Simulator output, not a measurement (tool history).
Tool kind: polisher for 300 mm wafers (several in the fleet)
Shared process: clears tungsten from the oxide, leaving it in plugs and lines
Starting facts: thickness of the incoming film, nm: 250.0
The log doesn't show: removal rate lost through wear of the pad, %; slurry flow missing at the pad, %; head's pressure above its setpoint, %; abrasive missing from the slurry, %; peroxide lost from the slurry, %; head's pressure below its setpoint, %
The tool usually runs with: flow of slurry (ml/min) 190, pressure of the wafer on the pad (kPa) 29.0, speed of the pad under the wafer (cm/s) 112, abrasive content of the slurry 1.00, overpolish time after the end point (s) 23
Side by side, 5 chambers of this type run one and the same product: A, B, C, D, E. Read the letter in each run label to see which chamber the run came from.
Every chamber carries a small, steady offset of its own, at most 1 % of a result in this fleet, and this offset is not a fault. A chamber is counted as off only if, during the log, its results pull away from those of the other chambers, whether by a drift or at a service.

| run | hour | flow of slurry (ml/min) | pressure of the wafer on the pad (kPa) | speed of the pad under the wafer (cm/s) | abrasive content of the slurry | overpolish time after the end point (s) | wafers polished on this pad | hours since the slurry nozzle was cleaned | hours since the head pressure was calibrated | hours since the slurry blender was calibrated | hours since the slurry got fresh peroxide | time until the end point was called (s) |
|---|---|---|---|---|---|---|---|---|---|---|---|---|
|  | 3.0 | chamber D: worn pad replaced by a new one |
|  | 5.3 | chamber D: slurry tank refilled with fresh slurry and peroxide |
|  | 5.4 | chamber A: slurry tank refilled with fresh slurry and peroxide |
| 1A | 6.9 | 190 | 29.0 | 112 | 1.00 | 23 | 177 | 307.4 | 315.9 | 83.1 | 1.6 | 35.494 |
|  | 15.0 | chamber C: slurry tank refilled with fresh slurry and peroxide |
| 2B | 16.2 | 190 | 29.0 | 112 | 1.00 | 23 | 992 | 50.3 | 604.6 | 19.8 | 109.5 | 36.123 |
|  | 18.0 | chamber B: worn pad replaced by a new one |
| 3E | 23.1 | 190 | 29.0 | 112 | 1.00 | 23 | 1253 | 517.5 | 104.6 | 75.8 | 71.8 | 36.493 |
|  | 29.4 | chamber E: worn pad replaced by a new one |
| 4D | 32.7 | 190 | 29.0 | 112 | 1.00 | 23 | 239 | 210.1 | 218.9 | 380.4 | 27.4 | 34.747 |
|  | 36.8 | chamber B: slurry tank refilled with fresh slurry and peroxide |
| 5C | 43.6 | 190 | 26.2 | 112 | 1.00 | 23 | 416 | 169.0 | 606.9 | 267.2 | 28.6 | 37.846 |
| 6B | 59.1 | 190 | 26.2 | 112 | 1.00 | 23 | 330 | 93.2 | 647.5 | 62.7 | 22.3 | 40.162 |
|  | 64.5 | chamber A: slurry blender recalibrated |
| 7C | 69.3 | 190 | 26.2 | 112 | 1.00 | 23 | 623 | 194.7 | 632.6 | 292.9 | 54.3 | 39.059 |
| 8E | 77.0 | 190 | 26.2 | 112 | 1.00 | 23 | 383 | 571.4 | 158.5 | 129.7 | 125.7 | 38.989 |
|  | 84.5 | chamber E: slurry tank refilled with fresh slurry and peroxide |
| 9A | 87.5 | 190 | 26.2 | 112 | 1.00 | 23 | 825 | 388.0 | 396.5 | 23.1 | 82.2 | 39.218 |
|  | 95.4 | chamber C: worn pad replaced by a new one |
| 10D | 98.5 | 190 | 29.0 | 112 | 1.00 | 23 | 768 | 275.9 | 284.7 | 446.2 | 93.2 | 34.932 |
|  | 101.9 | chamber D: worn pad replaced by a new one |
|  | 104.2 | chamber C: slurry nozzle cleaned |
|  | 112.8 | chamber D: slurry tank refilled with fresh slurry and peroxide |
| 11E | 113.9 | 190 | 29.0 | 112 | 1.00 | 23 | 679 | 608.3 | 195.4 | 166.6 | 29.5 | 34.359 |
|  | 121.3 | chamber C: head pressure recalibrated |
| 12C | 125.2 | 190 | 29.0 | 112 | 1.00 | 23 | 239 | 21.1 | 4.0 | 348.8 | 110.2 | 34.389 |
|  | 131.5 | chamber A: head pressure recalibrated |
| 13D | 138.6 | 145 | 37.2 | 112 | 1.00 | 23 | 295 | 316.0 | 324.8 | 486.3 | 25.9 | 28.514 |
|  | 141.9 | chamber A: worn pad replaced by a new one |
| 14A | 149.3 | 145 | 37.2 | 112 | 1.00 | 23 | 59 | 449.8 | 17.9 | 84.9 | 144.0 | 27.332 |
|  | 151.4 | chamber B: head pressure recalibrated |
| 15B | 164.2 | 145 | 37.2 | 112 | 1.00 | 23 | 1176 | 198.3 | 12.9 | 167.8 | 127.4 | 29.212 |
|  | 166.3 | chamber C: slurry blender recalibrated |
|  | 167.4 | chamber C: slurry tank refilled with fresh slurry and peroxide |
|  | 172.9 | chamber D: slurry blender recalibrated |
|  | 174.7 | chamber B: worn pad replaced by a new one |
| 16E | 177.3 | 145 | 37.2 | 112 | 1.00 | 23 | 1189 | 671.7 | 258.8 | 230.0 | 92.9 | 28.357 |
| 17C | 186.1 | 145 | 37.2 | 112 | 1.00 | 23 | 729 | 82.0 | 64.9 | 19.8 | 18.8 | 28.478 |
|  | 188.8 | chamber C: worn pad replaced by a new one |
|  | 193.0 | chamber B: slurry tank refilled with fresh slurry and peroxide |
| 18A | 199.0 | 190 | 29.0 | 112 | 1.00 | 23 | 459 | 499.5 | 67.6 | 134.6 | 193.7 | 35.378 |
|  | 200.7 | chamber A: slurry tank refilled with fresh slurry and peroxide |
|  | 201.0 | chamber E: slurry tank refilled with fresh slurry and peroxide |
|  | 206.2 | chamber D: worn pad replaced by a new one |
| 19D | 207.3 | 190 | 29.0 | 112 | 1.00 | 23 | 9 | 384.7 | 393.5 | 34.4 | 94.6 | 33.408 |
|  | 214.9 | chamber A: slurry blender recalibrated |
| 20B | 222.1 | 190 | 29.0 | 112 | 1.00 | 23 | 381 | 256.2 | 70.8 | 225.7 | 29.1 | 35.459 |
|  | 229.2 | chamber E: worn pad replaced by a new one |
|  | 236.0 | chamber D: slurry tank refilled with fresh slurry and peroxide |
| 21B | 236.4 | 190 | 29.0 | 112 | 1.00 | 23 | 496 | 270.5 | 85.1 | 240.0 | 43.4 | 34.701 |
| 22C | 251.7 | 190 | 29.0 | 112 | 1.00 | 23 | 505 | 147.6 | 130.5 | 85.4 | 84.4 | 34.929 |
| 23A | 266.8 | 190 | 29.0 | 112 | 1.00 | 23 | 1004 | 567.3 | 135.4 | 51.9 | 66.2 | 35.346 |
|  | 269.4 | chamber B: slurry nozzle cleaned |
| 24D | 273.7 | 190 | 29.0 | 112 | 1.00 | 23 | 543 | 451.1 | 459.9 | 100.8 | 37.7 | 35.376 |
|  | 276.1 | chamber E: slurry nozzle cleaned |
|  | 286.9 | chamber A: worn pad replaced by a new one |
|  | 288.1 | chamber C: worn pad replaced by a new one |
| 25E | 288.8 | 190 | 29.0 | 112 | 1.00 | 23 | 479 | 12.7 | 370.3 | 341.5 | 87.9 | 35.443 |
|  | 289.1 | chamber E: slurry blender recalibrated |
|  | 295.0 | chamber D: worn pad replaced by a new one |
|  | 295.3 | chamber B: worn pad replaced by a new one |
| 26A | 302.0 | 190 | 29.0 | 112 | 1.00 | 23 | 121 | 602.5 | 170.6 | 87.1 | 101.4 | 34.376 |
| 27C | 312.7 | 190 | 29.0 | 112 | 1.00 | 23 | 198 | 208.6 | 191.5 | 146.4 | 145.4 | 33.801 |
|  | 315.3 | chamber E: slurry tank refilled with fresh slurry and peroxide |
| 28E | 321.2 | 190 | 29.0 | 112 | 1.00 | 23 | 740 | 45.1 | 402.7 | 32.1 | 6.0 | 36.527 |
| 29B | 328.4 | 190 | 29.0 | 112 | 1.20 | 23 | 266 | 59.1 | 177.1 | 332.0 | 135.4 | 33.706 |
| 30D | 336.3 | 190 | 29.0 | 112 | 1.20 | 23 | 332 | 513.7 | 522.5 | 163.4 | 100.3 | 34.128 |
|  | 345.5 | chamber C: slurry tank refilled with fresh slurry and peroxide |
|  | 347.7 | chamber A: slurry blender recalibrated |
|  | 349.1 | chamber D: slurry nozzle cleaned |
| 31C | 351.6 | 190 | 29.0 | 112 | 1.20 | 23 | 511 | 247.5 | 230.4 | 185.3 | 6.2 | 33.893 |
|  | 355.7 | chamber A: slurry tank refilled with fresh slurry and peroxide |
|  | 359.6 | chamber D: slurry tank refilled with fresh slurry and peroxide |
|  | 361.8 | chamber B: slurry tank refilled with fresh slurry and peroxide |
| 32E | 365.0 | 190 | 29.0 | 112 | 1.20 | 23 | 1092 | 88.9 | 446.5 | 75.9 | 49.8 | 32.421 |
|  | 372.8 | chamber C: worn pad replaced by a new one |
|  | 373.4 | chamber C: slurry nozzle cleaned |
| 33D | 374.0 | 190 | 29.0 | 112 | 1.20 | 23 | 635 | 25.0 | 560.2 | 201.1 | 14.5 | 34.111 |
| 34B | 386.2 | 190 | 29.0 | 112 | 0.75 | 23 | 731 | 116.9 | 234.9 | 389.8 | 24.4 | 37.210 |
|  | 397.7 | chamber E: worn pad replaced by a new one |
| 35A | 398.9 | 190 | 29.0 | 112 | 0.75 | 23 | 900 | 699.4 | 267.5 | 51.2 | 43.2 | 38.025 |
|  | 399.4 | chamber D: worn pad replaced by a new one |
| 36E | 407.2 | 190 | 29.0 | 112 | 0.75 | 23 | 76 | 131.1 | 488.7 | 118.1 | 92.0 | 37.454 |
| 37D | 418.9 | 190 | 29.0 | 112 | 0.75 | 23 | 157 | 69.9 | 605.1 | 246.0 | 59.4 | 37.770 |
|  | 423.0 | chamber A: slurry nozzle cleaned |
| 38C | 427.1 | 190 | 29.0 | 112 | 0.75 | 23 | 437 | 53.8 | 305.9 | 260.8 | 81.7 | 37.543 |
| 39A | 440.5 | 190 | 29.0 | 112 | 1.00 | 23 | 1235 | 17.6 | 309.1 | 92.8 | 84.8 | 35.223 |
|  | 447.9 | chamber B: worn pad replaced by a new one |
| 40B | 454.1 | 190 | 29.0 | 112 | 1.00 | 23 | 50 | 184.8 | 302.8 | 457.7 | 92.3 | 35.021 |
|  | 460.7 | chamber C: worn pad replaced by a new one |
| 41C | 469.0 | 190 | 29.0 | 112 | 1.00 | 23 | 67 | 95.7 | 347.8 | 302.7 | 123.6 | 35.175 |

All chambers now run identical settings, listed one chamber a line with results as question marks. What results will each chamber show?
| 42A | 480.2 | 235 | 29.0 | 112 | 1.00 | 23 |  |  |  |  |  | ? |
| 42B | 480.2 | 235 | 29.0 | 112 | 1.00 | 23 |  |  |  |  |  | ? |
| 42C | 480.2 | 235 | 29.0 | 112 | 1.00 | 23 |  |  |  |  |  | ? |
| 42D | 480.2 | 235 | 29.0 | 112 | 1.00 | 23 |  |  |  |  |  | ? |
| 42E | 480.2 | 235 | 29.0 | 112 | 1.00 | 23 |  |  |  |  |  | ? |

| run | time until the end point was called (s) |
|---|---|
| 42A | 35.493 |
| 42B | 34.260 |
| 42C | 33.746 |
| 42D | 33.880 |
| 42E | 33.962 |
